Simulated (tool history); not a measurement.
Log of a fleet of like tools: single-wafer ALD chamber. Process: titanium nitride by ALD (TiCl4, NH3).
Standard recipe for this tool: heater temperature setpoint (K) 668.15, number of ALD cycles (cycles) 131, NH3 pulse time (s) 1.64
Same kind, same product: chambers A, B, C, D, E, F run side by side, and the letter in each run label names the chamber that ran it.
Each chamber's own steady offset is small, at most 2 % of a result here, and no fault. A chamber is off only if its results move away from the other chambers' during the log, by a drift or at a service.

run   hour  heater temperature setpoint (K)  number of ALD cycles (cycles)  NH3 pulse time (s)  hours since the last thermocouple change  read-back reference wafer on the same gauge, thickness_nm  mean film thickness on the monitor wafer (Å)
 1E    3.0                           668.15                            131                1.64                                     170.7                                                     2.4729                                        28.232
 2C    6.0                           668.15                            131                1.64                                     694.8                                                     2.4700                                        28.645
 3D    9.5                           668.15                            131                1.64                                    1218.2                                                     2.4691                                        28.420
 4B   13.2                           668.15                            131                1.64                                    1172.9                                                     2.4702                                        28.851
 5A   15.9                           668.15                            131                1.64                                     902.7                                                     2.4686                                        28.403
 6F   18.8                           668.15                            131                1.64                                    1073.8                                                     2.4698                                        28.310
 7A   22.4                           668.15                            148                1.09                                     909.2                                                     2.4696                                        31.395
 8C   26.5                           668.15                            148                1.09                                     715.3                                                     2.4710                                        31.704
 9F   29.5                           668.15                            148                1.09                                    1084.5                                                     2.4720                                        31.555
10D   32.7                           668.15                            148                1.09                                    1241.4                                                     2.4682                                        31.079
11B   36.6                           668.15                            148                1.09                                    1196.3                                                     2.4652                                        31.409
12E   41.3                           668.15                            148                1.09                                     209.0                                                     2.4709                                        31.137
13C   46.0                           668.15                            131                1.64                                     734.8                                                     2.4696                                        28.599
14E   48.7                           668.15                            131                1.64                                     216.4                                                     2.4707                                        28.110
      52.9  -- chamber F: thermocouple changed; heater temperature recalibrated
15B   53.0                           679.15                            131                1.30                                    1212.7                                                     2.4698                                        28.589
16A   57.9                           679.15                            131                1.30                                     944.7                                                     2.4700                                        28.398
17F   61.0                           679.15                            131                1.30                                       8.1                                                     2.4719                                        28.202
18D   66.2                           679.15                            131                1.30                                    1274.9                                                     2.4722                                        27.953
19C   69.7                           679.15                            131                1.30                                     758.5                                                     2.4704                                        28.438
20E   74.4                           679.15                            131                1.30                                     242.1                                                     2.4701                                        28.185
21A   80.1                           668.15                            131                1.64                                     966.9                                                     2.4692                                        28.540
22F   85.0                           668.15                            131                1.64                                      32.1                                                     2.4751                                        28.699
23D   88.4                           668.15                            131                1.64                                    1297.1                                                     2.4707                                        27.948
24B   92.3                           668.15                            131                1.64                                    1252.0                                                     2.4670                                        28.752
25E   97.9                           668.15                            131                1.64                                     265.6                                                     2.4694                                        28.292
26D  103.7                           668.15                            131                1.64                                    1312.4                                                     2.4710                                        27.977
27F  109.4                           668.15                            131                1.64                                      56.5                                                     2.4690                                        28.546
28B  114.9                           668.15                            131                1.64                                    1274.6                                                     2.4677                                        28.797
29C  118.3                           668.15                            131                1.64                                     807.1                                                     2.4721                                        28.791
30A  121.3                           668.15                            131                1.64                                    1008.1                                                     2.4709                                        28.502
31E  124.1                           668.15                            131                1.64                                     291.8                                                     2.4682                                        28.454
32C  129.2                           668.15                            131                1.64                                     818.0                                                     2.4738                                        28.717
33B  134.6                           668.15                            131                1.64                                    1294.3                                                     2.4700                                        28.524
34D  139.1                           668.15                            131                1.64                                    1347.8                                                     2.4733                                        28.237
35A  143.3                           668.15                            131                1.64                                    1030.1                                                     2.4696                                        28.558
36F  147.8                           668.15                            131                1.64                                      94.9                                                     2.4712                                        28.421

Predict what each chamber gives when all 6 of them run the settings below next.
37A  152.0                           668.15                            131                1.64                                                                                                                                                  ?
37B  152.0                           668.15                            131                1.64                                                                                                                                                  ?
37C  152.0                           668.15                            131                1.64                                                                                                                                                  ?
37D  152.0                           668.15                            131                1.64                                                                                                                                                  ?
37E  152.0                           668.15                            131                1.64                                                                                                                                                  ?
37F  152.0                           668.15                            131                1.64                                                                                                                                                  ?

run  mean film thickness on the monitor wafer (Å)
37A                                        28.508
37B                                        28.388
37C                                        28.565
37D                                        28.145
37E                                        28.159
37F                                        28.418
